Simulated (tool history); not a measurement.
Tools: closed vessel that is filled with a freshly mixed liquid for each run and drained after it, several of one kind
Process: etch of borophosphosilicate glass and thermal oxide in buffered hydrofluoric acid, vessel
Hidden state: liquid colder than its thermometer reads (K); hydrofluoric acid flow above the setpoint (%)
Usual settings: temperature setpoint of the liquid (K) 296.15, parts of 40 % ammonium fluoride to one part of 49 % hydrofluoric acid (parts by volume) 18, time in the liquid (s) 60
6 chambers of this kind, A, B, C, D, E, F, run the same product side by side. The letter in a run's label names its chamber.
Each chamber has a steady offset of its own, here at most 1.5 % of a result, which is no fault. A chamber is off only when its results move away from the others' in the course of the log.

| run | hour | temperature setpoint of the liquid (K) | parts of 40 % ammonium fluoride to one part of 49 % hydrofluoric acid (parts by volume) | time in the liquid (s) | hours since the thermometer was replaced | hours since the hydrofluoric acid flow meter was replaced | read-back film thickness of the borophosphosilicate glass reference wafer, read on the same gauge (nm) | read-back film thickness of the thermal oxide reference wafer, read on the same gauge (nm) | thickness taken off the borophosphosilicate glass on a monitor wafer (angstrom) | thickness taken off the thermal oxide on a monitor wafer (angstrom) |
|---|---|---|---|---|---|---|---|---|---|---|
| 1C | 3.7 | 296.15 | 18 | 60 | 593.0 | 397.5 | 50.001 | 140.04 | 1014.10 | 361.90 |
| 2F | 8.0 | 296.15 | 18 | 60 | 298.0 | 1896.2 | 49.983 | 139.99 | 1015.90 | 375.82 |
| 3E | 14.6 | 296.15 | 18 | 60 | 289.9 | 764.9 | 49.986 | 140.02 | 1026.50 | 367.56 |
| 4A | 21.7 | 296.15 | 18 | 60 | 83.8 | 773.8 | 49.992 | 140.01 | 1021.30 | 371.48 |
| 5B | 28.2 | 296.15 | 18 | 60 | 857.7 | 1290.9 | 49.997 | 139.98 | 1032.50 | 372.16 |
| 6D | 35.4 | 296.15 | 18 | 45 | 682.9 | 570.1 | 50.007 | 140.01 | 757.53 | 278.83 |
| 7D | 42.5 | 296.15 | 18 | 45 | 690.0 | 577.2 | 49.990 | 139.97 | 766.91 | 282.13 |
| 8E | 48.2 | 296.15 | 18 | 45 | 323.5 | 798.5 | 50.006 | 139.97 | 770.60 | 273.48 |
| 9A | 52.8 | 296.15 | 18 | 45 | 114.9 | 804.9 | 50.005 | 140.02 | 770.71 | 275.60 |
| 10C | 57.1 | 296.15 | 18 | 45 | 646.4 | 450.9 | 50.004 | 139.97 | 760.67 | 268.68 |
| 11F | 64.1 | 296.15 | 18 | 45 | 354.1 | 1952.3 | 50.020 | 139.99 | 763.61 | 278.72 |
|  | 65.7 | chamber B: hydrofluoric acid flow meter replaced |
| 12B | 69.7 | 296.15 | 18 | 60 | 899.2 | 4.0 | 50.010 | 140.03 | 1019.80 | 371.63 |
| 13E | 75.1 | 296.15 | 18 | 60 | 350.4 | 825.4 | 49.988 | 139.98 | 1035.40 | 366.34 |
| 14B | 82.2 | 296.15 | 18 | 60 | 911.7 | 16.5 | 50.003 | 140.02 | 1021.00 | 367.38 |
| 15D | 86.8 | 293.65 | 18 | 85 | 734.3 | 621.5 | 49.988 | 140.00 | 1235.30 | 451.39 |
| 16C | 91.6 | 293.65 | 18 | 85 | 680.9 | 485.4 | 49.991 | 140.01 | 1262.90 | 445.30 |
| 17A | 95.7 | 293.65 | 18 | 85 | 157.8 | 847.8 | 49.992 | 140.03 | 1253.60 | 451.87 |
| 18F | 101.6 | 293.65 | 18 | 85 | 391.6 | 1989.8 | 50.010 | 140.01 | 1244.60 | 451.79 |
| 19B | 105.3 | 293.65 | 18 | 85 | 934.8 | 39.6 | 50.002 | 139.98 | 1239.40 | 454.85 |
| 20C | 110.5 | 293.65 | 18 | 85 | 699.8 | 504.3 | 49.989 | 140.06 | 1249.50 | 447.20 |
| 21E | 114.9 | 296.15 | 18 | 60 | 390.2 | 865.2 | 49.994 | 139.99 | 1043.00 | 367.90 |
| 22D | 118.9 | 296.15 | 18 | 60 | 766.4 | 653.6 | 49.997 | 139.97 | 1009.90 | 364.59 |
| 23A | 124.0 | 296.15 | 18 | 60 | 186.1 | 876.1 | 50.007 | 140.00 | 1011.60 | 374.84 |
| 24F | 130.4 | 296.15 | 18 | 60 | 420.4 | 2018.6 | 50.008 | 139.99 | 1002.80 | 370.69 |
| 25F | 137.2 | 296.15 | 18 | 60 | 427.2 | 2025.4 | 50.000 | 140.01 | 1032.90 | 377.49 |
| 26D | 143.8 | 296.15 | 18 | 60 | 791.3 | 678.5 | 50.008 | 139.97 | 1009.10 | 371.41 |
|  | 145.3 | chamber E: hydrofluoric acid flow meter replaced |
| 27E | 150.6 | 296.15 | 18 | 60 | 425.9 | 5.3 | 49.999 | 140.00 | 1022.20 | 365.26 |
| 28A | 156.6 | 296.15 | 18 | 60 | 218.7 | 908.7 | 50.011 | 139.99 | 1013.30 | 369.19 |
| 29B | 162.1 | 296.15 | 18 | 60 | 991.6 | 96.4 | 49.995 | 140.04 | 1022.70 | 369.53 |
|  | 163.0 | chamber F: hydrofluoric acid flow meter replaced |
| 30C | 166.3 | 296.15 | 18 | 60 | 755.6 | 560.1 | 50.000 | 140.08 | 1020.00 | 366.28 |
| 31E | 172.7 | 296.15 | 18 | 60 | 448.0 | 27.4 | 50.003 | 139.99 | 1020.70 | 364.74 |
| 32C | 180.3 | 296.15 | 18 | 60 | 769.6 | 574.1 | 50.002 | 140.02 | 1028.00 | 363.79 |
| 33D | 187.2 | 299.15 | 18 | 30 | 834.7 | 721.9 | 49.998 | 139.99 | 600.68 | 216.79 |
| 34B | 190.7 | 299.15 | 18 | 30 | 1020.2 | 125.0 | 50.012 | 139.95 | 596.79 | 216.75 |
|  | 192.6 | chamber B: thermometer replaced |
| 35A | 195.3 | 299.15 | 18 | 30 | 257.4 | 947.4 | 49.977 | 140.06 | 599.08 | 217.57 |
| 36F | 199.9 | 299.15 | 18 | 30 | 489.9 | 36.9 | 49.988 | 140.00 | 597.15 | 218.01 |
| 37B | 205.2 | 299.15 | 18 | 30 | 12.7 | 139.5 | 50.009 | 140.00 | 588.31 | 219.21 |

All 6 chambers run these settings next. Forecast each chamber's results:
| 38A | 210.7 | 293.15 | 18 | 60 |  |  |  |  | ? | ? |
| 38B | 210.7 | 293.15 | 18 | 60 |  |  |  |  | ? | ? |
| 38C | 210.7 | 293.15 | 18 | 60 |  |  |  |  | ? | ? |
| 38D | 210.7 | 293.15 | 18 | 60 |  |  |  |  | ? | ? |
| 38E | 210.7 | 293.15 | 18 | 60 |  |  |  |  | ? | ? |
| 38F | 210.7 | 293.15 | 18 | 60 |  |  |  |  | ? | ? |

| run | thickness taken off the borophosphosilicate glass on a monitor wafer (angstrom) | thickness taken off the thermal oxide on a monitor wafer (angstrom) |
|---|---|---|
| 38A | 849.45 | 309.25 |
| 38B | 871.68 | 309.74 |
| 38C | 858.23 | 307.07 |
| 38D | 852.19 | 307.40 |
| 38E | 872.62 | 310.37 |
| 38F | 849.75 | 310.64 |
